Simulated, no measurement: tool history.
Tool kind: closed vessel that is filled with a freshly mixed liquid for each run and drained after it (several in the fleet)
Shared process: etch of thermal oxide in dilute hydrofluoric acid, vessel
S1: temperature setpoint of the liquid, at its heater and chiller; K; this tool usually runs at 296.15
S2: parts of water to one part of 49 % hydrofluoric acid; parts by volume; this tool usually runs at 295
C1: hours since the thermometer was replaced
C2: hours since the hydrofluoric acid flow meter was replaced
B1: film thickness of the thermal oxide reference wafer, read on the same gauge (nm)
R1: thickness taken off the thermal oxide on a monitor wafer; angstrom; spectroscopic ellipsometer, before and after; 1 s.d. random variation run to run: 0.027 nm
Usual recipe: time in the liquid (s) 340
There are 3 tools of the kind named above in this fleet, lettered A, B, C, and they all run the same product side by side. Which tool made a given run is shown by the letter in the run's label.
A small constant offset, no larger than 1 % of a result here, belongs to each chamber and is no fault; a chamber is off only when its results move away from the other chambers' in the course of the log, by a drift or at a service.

run 1B hour=15.4 | S1=296.15 S2=295 time_in_the_liquid_(s)=340 | C1=1236.3 C2=528.9 | B1=30.017 | R1=43.313
run 2C hour=23.5 | S1=296.15 S2=295 time_in_the_liquid_(s)=340 | C1=1243.8 C2=876.1 | B1=30.001 | R1=44.686
run 3A hour=39 | S1=296.15 S2=295 time_in_the_liquid_(s)=340 | C1=1148 C2=828.5 | B1=29.988 | R1=43.838
run 4B hour=54.1 | S1=296.15 S2=295 time_in_the_liquid_(s)=340 | C1=1275 C2=567.6 | B1=30.01 | R1=43.776
run 5C hour=65.2 | S1=296.15 S2=295 time_in_the_liquid_(s)=340 | C1=1285.5 C2=917.8 | B1=29.966 | R1=44.678
run 6A hour=80 | S1=296.15 S2=295 time_in_the_liquid_(s)=340 | C1=1189 C2=869.5 | B1=29.997 | R1=44.017
run 7B hour=91.1 | S1=296.15 S2=295 time_in_the_liquid_(s)=340 | C1=1312 C2=604.6 | B1=30.03 | R1=43.904
run 8C hour=102.8 | S1=296.15 S2=295 time_in_the_liquid_(s)=340 | C1=1323.1 C2=955.4 | B1=29.966 | R1=44.676
run 9A hour=110 | S1=296.15 S2=425 time_in_the_liquid_(s)=340 | C1=1219 C2=899.5 | B1=30.021 | R1=27.101
run 10B hour=123.8 | S1=296.15 S2=425 time_in_the_liquid_(s)=340 | C1=1344.7 C2=637.3 | B1=29.995 | R1=27.027
run 11A hour=135 | S1=296.15 S2=425 time_in_the_liquid_(s)=340 | C1=1244 C2=924.5 | B1=30.007 | R1=27.263
run 12C hour=149.4 | S1=299.15 S2=295 time_in_the_liquid_(s)=230 | C1=1369.7 C2=1002 | B1=29.981 | R1=33.324
run 13B hour=158.8 | S1=299.15 S2=295 time_in_the_liquid_(s)=230 | C1=1379.7 C2=672.3 | B1=29.994 | R1=33.516
run 14A hour=167.1 | S1=299.15 S2=295 time_in_the_liquid_(s)=230 | C1=1276.1 C2=956.6 | B1=30.015 | R1=33.061
run 15C hour=178.5 | S1=296.15 S2=295 time_in_the_liquid_(s)=340 | C1=1398.8 C2=1031.1 | B1=30.013 | R1=44.379
run 16C hour=186 | S1=296.15 S2=295 time_in_the_liquid_(s)=340 | C1=1406.3 C2=1038.6 | B1=30.006 | R1=43.74
-- hour=189 chamber A: hydrofluoric acid flow meter replaced
run 17A hour=194.4 | S1=296.15 S2=295 time_in_the_liquid_(s)=340 | C1=1303.4 C2=5.4 | B1=29.954 | R1=43.682
run 18B hour=205.4 | S1=291.65 S2=170 time_in_the_liquid_(s)=340 | C1=1426.3 C2=718.9 | B1=29.999 | R1=74.594
run 19A hour=217.9 | S1=291.65 S2=170 time_in_the_liquid_(s)=340 | C1=1326.9 C2=28.9 | B1=29.968 | R1=73.318
-- hour=225.1 chamber B: hydrofluoric acid flow meter replaced
run 20C hour=230.4 | S1=291.65 S2=170 time_in_the_liquid_(s)=340 | C1=1450.7 C2=1083 | B1=30.017 | R1=72.748
run 21B hour=240.3 | S1=300.15 S2=170 time_in_the_liquid_(s)=340 | C1=1461.2 C2=15.2 | B1=29.987 | R1=103.1
run 22B hour=252.4 | S1=300.15 S2=170 time_in_the_liquid_(s)=340 | C1=1473.3 C2=27.3 | B1=29.997 | R1=102.61
run 23A hour=268.2 | S1=300.15 S2=170 time_in_the_liquid_(s)=340 | C1=1377.2 C2=79.2 | B1=29.998 | R1=100.6
run 24C hour=278.8 | S1=296.15 S2=295 time_in_the_liquid_(s)=340 | C1=1499.1 C2=1131.4 | B1=29.967 | R1=44.378
run 25A hour=287.9 | S1=296.15 S2=180 time_in_the_liquid_(s)=340 | C1=1396.9 C2=98.9 | B1=30 | R1=80.587
run 26B hour=300.9 | S1=296.15 S2=180 time_in_the_liquid_(s)=340 | C1=1521.8 C2=75.8 | B1=29.984 | R1=84
run 27C hour=311.5 | S1=296.15 S2=180 time_in_the_liquid_(s)=340 | C1=1531.8 C2=1164.1 | B1=29.988 | R1=81.048
-- hour=318.1 chamber C: thermometer replaced
run 28B hour=322.2 | S1=296.15 S2=295 time_in_the_liquid_(s)=340 | C1=1543.1 C2=97.1 | B1=30.038 | R1=45.047
run 29A hour=333.9 | S1=296.15 S2=295 time_in_the_liquid_(s)=340 | C1=1442.9 C2=144.9 | B1=30.005 | R1=44.133
run 30C hour=343.2 | S1=296.15 S2=295 time_in_the_liquid_(s)=340 | C1=25.1 C2=1195.8 | B1=29.999 | R1=43.699
-- hour=346.7 chamber C: hydrofluoric acid flow meter replaced
run 31A hour=351 | S1=296.15 S2=295 time_in_the_liquid_(s)=340 | C1=1460 C2=162 | B1=30.006 | R1=43.682
run 32C hour=359.2 | S1=296.15 S2=295 time_in_the_liquid_(s)=340 | C1=41.1 C2=12.6 | B1=30.002 | R1=44.046
run 33B hour=367.1 | S1=296.15 S2=295 time_in_the_liquid_(s)=340 | C1=1588 C2=142 | B1=29.999 | R1=45.108
run 34B hour=375 | S1=296.15 S2=295 time_in_the_liquid_(s)=340 | C1=1595.9 C2=149.9 | B1=30.012 | R1=45.502
run 35A hour=387.9 | S1=296.15 S2=295 time_in_the_liquid_(s)=340 | C1=1496.9 C2=198.9 | B1=30.024 | R1=44.036
run 36C hour=397.8 | S1=296.15 S2=295 time_in_the_liquid_(s)=340 | C1=79.7 C2=51.2 | B1=30.011 | R1=44.213
run 37B hour=407.2 | S1=296.15 S2=295 time_in_the_liquid_(s)=340 | C1=1628.1 C2=182.1 | B1=30.004 | R1=45.609
run 38A hour=421.5 | S1=296.15 S2=295 time_in_the_liquid_(s)=340 | C1=1530.5 C2=232.5 | B1=29.981 | R1=43.616
run 39C hour=434.4 | S1=296.15 S2=295 time_in_the_liquid_(s)=340 | C1=116.3 C2=87.8 | B1=30.032 | R1=44.28
run 40B hour=443.5 | S1=296.15 S2=295 time_in_the_liquid_(s)=340 | C1=1664.4 C2=218.4 | B1=29.995 | R1=46.083
run 41C hour=459.3 | S1=298.65 S2=295 time_in_the_liquid_(s)=340 | C1=141.2 C2=112.7 | B1=30.02 | R1=48.202

Does one chamber stand apart from the rest, does the shared gauge drift, or is all well apart from small per-chamber offsets? Give the chamber and the most likely cause, where there is one.

Chamber B drifts away from the others.
Cause: liquid hotter than its thermometer reads (K) = 1.64.

Here are 4 candidates for chamber B's next run, each the usual settings with a change, their results left as question marks. Which one brings its results back in line with what the others give on the usual settings?
In-line tolerance around the mean of the other chambers on the usual settings: R1 0.93 angstrom
run 42B-1 hour=470.6 | S1=296.15 S2=295 time_in_the_liquid_(s)=345 | R1=?
run 42B-2 hour=470.6 | S1=296.15 S2=300 time_in_the_liquid_(s)=330 | R1=?
run 42B-3 hour=470.6 | S1=296.15 S2=285 time_in_the_liquid_(s)=340 | R1=?
run 42B-4 hour=470.6 | S1=296.15 S2=295 time_in_the_liquid_(s)=335 | R1=?

Mean of the other chambers on the usual settings: R1 43.986 angstrom
run=42B-1 R1=46.822
run=42B-2 R1=43.812
run=42B-3 R1=48.267
run=42B-4 R1=45.465
42B-2 is the one that brings the chamber's results back in line with the other chambers.
